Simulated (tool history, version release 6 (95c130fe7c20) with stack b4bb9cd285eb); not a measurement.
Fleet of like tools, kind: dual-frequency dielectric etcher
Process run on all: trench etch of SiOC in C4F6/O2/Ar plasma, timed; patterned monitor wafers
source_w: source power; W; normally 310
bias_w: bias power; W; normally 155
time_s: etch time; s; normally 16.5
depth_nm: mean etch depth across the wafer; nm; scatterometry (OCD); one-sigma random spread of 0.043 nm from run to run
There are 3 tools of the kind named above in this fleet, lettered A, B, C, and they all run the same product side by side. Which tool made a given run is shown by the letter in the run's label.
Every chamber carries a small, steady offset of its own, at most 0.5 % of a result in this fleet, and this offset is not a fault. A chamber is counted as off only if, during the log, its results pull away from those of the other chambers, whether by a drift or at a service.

run,hour,source_w,bias_w,time_s,"read-back reference wafer on the same gauge, depth_nm",depth_nm
1C,5.6,310,155,16.5,26.014,29.534
2B,11.2,310,155,16.5,25.999,29.568
3A,16.9,310,155,16.5,26.012,29.724
4C,21.7,310,155,16.5,26.02,29.503
5A,26.3,310,155,16.5,26.021,29.684
6B,31.3,310,155,16.5,26.032,29.603
7A,35.9,310,155,16.5,26.042,29.753
8C,39.8,250,155,16.5,26.031,27.251
9B,42.5,250,155,16.5,26.035,27.186
10A,47.4,250,155,16.5,26.037,27.4
11C,51.1,310,155,16.5,26.051,29.612
12B,55.9,310,180,13,26.044,24.397
13C,61.7,310,180,13,26.054,24.408
14B,66.7,310,180,13,26.052,24.501
15A,70.9,310,155,16.5,26.065,29.875
16C,74.5,310,155,16.5,26.063,29.542
17B,79.9,310,155,16.5,26.076,29.655
18A,84.4,310,155,16.5,26.082,29.827
19A,87.4,310,155,16.5,26.087,29.801
20B,91.8,310,155,16.5,26.079,29.633
21C,94.7,310,155,16.5,26.089,29.615
22A,99.9,310,155,16.5,26.088,29.721
23B,105,310,155,16.5,26.091,29.667
24C,110,310,155,16.5,26.104,29.635
25C,113.5,310,155,16.5,26.102,29.686
26A,119.2,310,155,16.5,26.109,29.877
27B,123.8,310,155,16.5,26.113,29.736
28C,128.6,310,155,16.5,26.121,29.641
29A,132.1,310,117,16.5,26.123,27.514
30B,135.2,310,117,16.5,26.124,27.29
# hour 138.2: chamber A: wet clean of the chamber
31B,139.6,310,117,16.5,26.127,27.274
32A,145.4,310,155,16.5,26.127,29.794
33C,150.8,360,155,16.5,26.129,31.511
34C,154.7,360,155,16.5,26.131,31.57
35A,159.1,360,155,16.5,26.151,31.57
36B,161.8,310,155,16.5,26.143,29.73
37A,166.6,310,155,16.5,26.157,29.875

Is one chamber off against the others, does the gauge drift, or is nothing wrong? If a chamber is off, say which, and what the likeliest cause is.

The gauge drifts, so all chambers seem to drift together. No chamber is off.
Likeliest cause: gauge reads high (%) = 0.596.

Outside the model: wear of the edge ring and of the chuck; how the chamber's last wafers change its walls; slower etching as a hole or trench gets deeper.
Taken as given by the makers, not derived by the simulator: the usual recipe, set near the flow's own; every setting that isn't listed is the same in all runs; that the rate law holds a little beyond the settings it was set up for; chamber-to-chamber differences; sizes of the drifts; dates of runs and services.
